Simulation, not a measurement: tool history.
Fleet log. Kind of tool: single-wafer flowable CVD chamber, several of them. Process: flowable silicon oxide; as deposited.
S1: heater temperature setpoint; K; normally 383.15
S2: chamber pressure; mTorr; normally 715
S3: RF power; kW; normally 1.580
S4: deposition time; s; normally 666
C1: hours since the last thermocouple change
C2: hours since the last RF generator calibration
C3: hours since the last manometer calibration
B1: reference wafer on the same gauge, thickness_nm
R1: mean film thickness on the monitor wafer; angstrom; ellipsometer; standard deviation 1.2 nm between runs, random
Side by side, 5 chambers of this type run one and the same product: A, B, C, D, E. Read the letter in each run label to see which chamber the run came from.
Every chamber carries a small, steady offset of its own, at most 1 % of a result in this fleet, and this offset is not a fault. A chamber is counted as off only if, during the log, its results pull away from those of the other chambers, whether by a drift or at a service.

run	hour	S1	S2	S3	S4	C1	C2	C3	B1	R1
1A	11.2	383.15	715	1.580	666	915.6	1864.9	235.0	192.98	2356.6
# hour 16.5: chamber D: capacitance manometer re-zeroed and calibrated
2E	21.9	383.15	715	1.580	666	568.2	346.1	1458.3	193.03	2335.5
3D	32.6	383.15	715	1.580	666	1288.2	2265.9	16.2	193.35	2400.2
4B	41.5	383.15	715	1.580	666	997.5	928.9	64.4	192.95	2366.3
5C	54.9	383.15	715	1.580	666	1730.8	1390.1	2426.8	192.98	2371.6
6C	63.9	383.15	715	1.580	666	1739.8	1399.1	2435.8	193.09	2375.4
7E	76.5	370.15	715	1.580	666	622.8	400.7	1512.9	192.82	3644.1
# hour 77.4: chamber D: thermocouple changed; heater temperature recalibrated
8A	84.6	370.15	715	1.580	666	989.0	1938.3	308.4	193.00	3599.6
9D	93.6	370.15	715	1.580	666	16.2	2326.9	77.2	192.74	3633.2
10B	101.8	370.15	715	1.580	666	1057.8	989.2	124.7	193.15	3613.1
11B	115.7	370.15	715	1.580	666	1071.7	1003.1	138.6	192.70	3626.4
12A	129.2	383.15	715	1.580	666	1033.6	1982.9	353.0	193.00	2351.4
13E	140.2	383.15	612	1.580	666	686.5	464.4	1576.6	193.10	1913.3
14D	153.8	383.15	612	1.580	666	76.4	2387.1	137.4	193.05	1907.2
15C	162.6	383.15	612	1.580	666	1838.5	1497.8	2534.5	192.96	1924.0
16B	172.8	383.15	612	1.580	666	1128.8	1060.2	195.7	192.97	1902.0
17C	180.3	383.15	612	1.580	666	1856.2	1515.5	2552.2	192.93	1933.1
18D	191.0	383.15	715	1.580	666	113.6	2424.3	174.6	192.99	2375.0
19A	204.3	383.15	715	1.580	666	1108.7	2058.0	428.1	193.16	2347.6
20E	218.2	383.15	715	1.580	666	764.5	542.4	1654.6	193.16	2361.6
21B	224.8	383.15	715	1.580	666	1180.8	1112.2	247.7	193.02	2337.7
22A	233.2	383.15	715	1.580	666	1137.6	2086.9	457.0	193.06	2355.2
23C	243.6	383.15	715	1.580	666	1919.5	1578.8	2615.5	193.12	2429.5
24E	251.0	383.15	715	1.580	666	797.3	575.2	1687.4	192.97	2338.5
25D	259.4	383.15	715	1.580	756	182.0	2492.7	243.0	193.26	2682.0
26D	266.8	383.15	715	1.580	756	189.4	2500.1	250.4	192.88	2723.7
27A	276.7	383.15	715	1.580	756	1181.1	2130.4	500.5	192.84	2672.5
# hour 282.0: chamber D: RF generator calibrated
28E	287.8	383.15	715	1.580	756	834.1	612.0	1724.2	192.95	2659.6
29B	298.1	383.15	715	1.580	756	1254.1	1185.5	321.0	193.18	2679.3
# hour 301.8: chamber A: thermocouple changed; heater temperature recalibrated
30C	309.2	383.15	715	1.580	666	1985.1	1644.4	2681.1	193.17	2453.8
31E	321.7	383.15	813	1.805	666	868.0	645.9	1758.1	192.99	2888.0
32A	334.3	383.15	813	1.805	666	32.5	2188.0	558.1	193.03	2877.6
33B	345.6	383.15	813	1.805	666	1301.6	1233.0	368.5	192.71	2926.9
34C	355.4	383.15	813	1.805	666	2031.3	1690.6	2727.3	193.10	3049.5
# hour 358.2: chamber A: RF generator calibrated
35D	368.4	383.15	813	1.805	666	291.0	86.4	352.0	192.90	2948.2
36E	378.0	383.15	715	1.580	666	924.3	702.2	1814.4	193.19	2337.2
37C	389.3	383.15	715	1.580	666	2065.2	1724.5	2761.2	192.89	2506.8
38D	398.2	383.15	715	1.580	666	320.8	116.2	381.8	193.10	2380.4
39B	411.6	383.15	715	1.580	666	1367.6	1299.0	434.5	192.97	2357.5
# hour 415.5: chamber C: capacitance manometer re-zeroed and calibrated
40A	419.0	383.15	715	1.580	666	117.2	60.8	642.8	193.01	2363.7
41E	432.2	383.15	715	1.580	666	978.5	756.4	1868.6	193.07	2362.6
42D	438.5	394.15	715	1.580	611	361.1	156.5	422.1	193.07	1541.3
43C	448.7	394.15	715	1.580	611	2124.6	1783.9	33.3	193.08	1631.0

One chamber off, gauge drift, or nothing amiss beyond the chambers' own small offsets? If it is a chamber, which one, and what is the likeliest cause?

It is chamber C that slowly wanders off from its peers.
Most likely cause: wafer temperature below the value expected at the setpoint (K) = 2.08.

Here are 4 candidates for chamber C's next run, each the usual settings with a change, their results left as question marks. Which one brings its results back in line with what the others give on the usual settings?
In-line tolerance around the mean of the other chambers on the usual settings: R1 42.0 angstrom
44C-1	459.2	386.15	715	1.570	655					?
44C-2	459.2	383.15	681	1.580	666					?
44C-3	459.2	383.15	758	1.580	685					?
44C-4	459.2	382.15	725	1.585	670					?

The other chambers' mean on the usual settings: R1 2360.3 angstrom
run	R1
44C-1	2241.2
44C-2	2346.2
44C-3	2797.1
44C-4	2663.2
The answer is 44C-2, which returns the chamber to within the allowed miss of the others.
